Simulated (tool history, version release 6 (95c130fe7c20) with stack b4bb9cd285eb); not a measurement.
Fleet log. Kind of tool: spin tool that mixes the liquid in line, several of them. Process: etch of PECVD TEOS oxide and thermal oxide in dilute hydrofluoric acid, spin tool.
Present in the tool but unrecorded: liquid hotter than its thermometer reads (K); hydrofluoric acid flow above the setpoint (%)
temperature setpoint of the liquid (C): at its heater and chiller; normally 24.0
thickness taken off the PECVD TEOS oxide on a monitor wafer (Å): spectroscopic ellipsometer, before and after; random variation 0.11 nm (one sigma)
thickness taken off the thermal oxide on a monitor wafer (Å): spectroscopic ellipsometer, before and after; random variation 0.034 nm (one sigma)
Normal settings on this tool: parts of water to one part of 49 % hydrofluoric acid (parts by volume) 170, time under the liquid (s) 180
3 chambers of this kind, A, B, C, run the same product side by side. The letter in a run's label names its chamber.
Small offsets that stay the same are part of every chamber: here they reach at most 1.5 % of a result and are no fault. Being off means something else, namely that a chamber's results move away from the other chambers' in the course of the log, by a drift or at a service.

run,day,temperature setpoint of the liquid (C),parts of water to one part of 49 % hydrofluoric acid (parts by volume),time under the liquid (s),hours since the thermometer was replaced,hours since the hydrofluoric acid flow meter was replaced,"read-back film thickness of the PECVD TEOS oxide reference wafer, read on the same gauge (nm)","read-back film thickness of the thermal oxide reference wafer, read on the same gauge (nm)",thickness taken off the PECVD TEOS oxide on a monitor wafer (Å),thickness taken off the thermal oxide on a monitor wafer (Å)
1A,0.392,24.0,170,180,1738.2,407.0,90.014,79.960,171.77,45.382
2B,0.675,24.0,170,180,2289.5,942.0,89.995,79.961,172.73,44.928
3C,0.904,24.0,170,180,224.1,97.4,89.990,79.987,172.28,44.773
4A,1.233,24.0,170,180,1758.4,427.2,89.989,80.006,171.84,45.334
5C,1.525,24.0,220,180,239.0,112.3,89.998,80.001,126.11,32.987
6B,1.762,24.0,220,180,2315.6,968.1,89.993,79.992,127.09,33.361
7C,2.100,24.0,220,180,252.8,126.1,89.985,80.011,127.24,32.820
8A,2.300,24.0,170,180,1784.0,452.8,90.014,79.966,172.51,45.459
9B,2.683,24.0,170,180,2337.7,990.2,90.016,80.000,175.49,45.225
10A,2.992,24.0,170,180,1800.6,469.4,89.995,79.968,172.62,45.727
11B,3.196,26.0,170,180,2350.0,1002.5,89.996,80.002,188.76,49.250
12C,3.562,26.0,170,180,287.9,161.2,89.999,79.989,188.14,49.322
13C,3.867,26.0,170,180,295.2,168.5,89.994,79.995,189.75,49.109
14B,4.150,28.5,170,180,2372.9,1025.4,90.005,79.973,204.58,53.421
15A,4.525,28.5,170,180,1837.4,506.2,89.997,79.991,202.74,53.307
16A,4.775,28.5,170,180,1843.4,512.2,89.998,80.011,200.83,53.743
17C,5.033,24.0,170,180,323.2,196.5,90.012,79.987,178.59,45.811
18B,5.329,24.0,170,180,2401.2,1053.7,89.988,79.981,175.13,45.124
19B,5.567,24.0,170,180,2406.9,1059.4,90.007,79.998,173.73,45.145
20C,5.988,24.0,170,180,346.1,219.4,89.996,80.028,181.29,46.939
21A,6.183,24.0,140,235,1877.2,546.0,89.994,80.005,279.57,74.556
22B,6.429,24.0,140,235,2427.6,1080.1,89.988,79.991,286.00,74.922
23A,6.783,24.0,140,235,1891.6,560.4,89.998,79.969,280.46,75.257
24C,7.188,24.0,170,180,374.9,248.2,89.989,79.995,181.52,47.342
25B,7.442,24.0,170,180,2451.9,1104.4,89.999,80.002,175.33,45.465
26C,7.771,24.0,170,180,388.9,262.2,90.013,79.995,181.59,47.864
27A,8.033,24.0,170,180,1921.6,590.4,90.001,80.014,172.42,45.199
28B,8.325,24.0,170,180,2473.1,1125.6,89.994,79.979,173.56,45.619
29A,8.575,24.0,170,180,1934.6,603.4,89.986,79.991,171.23,45.942
30C,8.808,29.0,130,180,413.8,287.1,89.983,80.028,301.85,78.447

Read the log: is a single chamber off, either drifting away or since a service, is the gauge that measures every chamber drifting, or is nothing wrong beyond small per-chamber offsets? Name any odd chamber and what most likely caused it.

Chamber C drifts away from the others.
What lies behind it: liquid hotter than its thermometer reads (K) = 1.72.
It could be hard to tell apart here from: hydrofluoric acid flow above the setpoint (%).

Here are 4 candidates for chamber C's next run, each the usual settings with a change, their results left as question marks. Which one brings its results back in line with what the others give on the usual settings?
Counts as in line when no further than this from what the other chambers average on the usual settings: thickness taken off the PECVD TEOS oxide on a monitor wafer (Å) 3.90; thickness taken off the thermal oxide on a monitor wafer (Å) 1.200
31C-1,9.108,24.0,165,185,,,,,?,?
31C-2,9.108,24.0,170,185,,,,,?,?
31C-3,9.108,24.0,170,175,,,,,?,?
31C-4,9.108,24.0,175,175,,,,,?,?

The other chambers' mean on the usual settings: thickness taken off the PECVD TEOS oxide on a monitor wafer (Å) 172.90; thickness taken off the thermal oxide on a monitor wafer (Å) 45.379
run,thickness taken off the PECVD TEOS oxide on a monitor wafer (Å),thickness taken off the thermal oxide on a monitor wafer (Å)
31C-1,197.58,50.867
31C-2,190.68,49.091
31C-3,180.38,46.438
31C-4,174.22,44.853
With 31C-4, the chamber falls back in line with the rest.
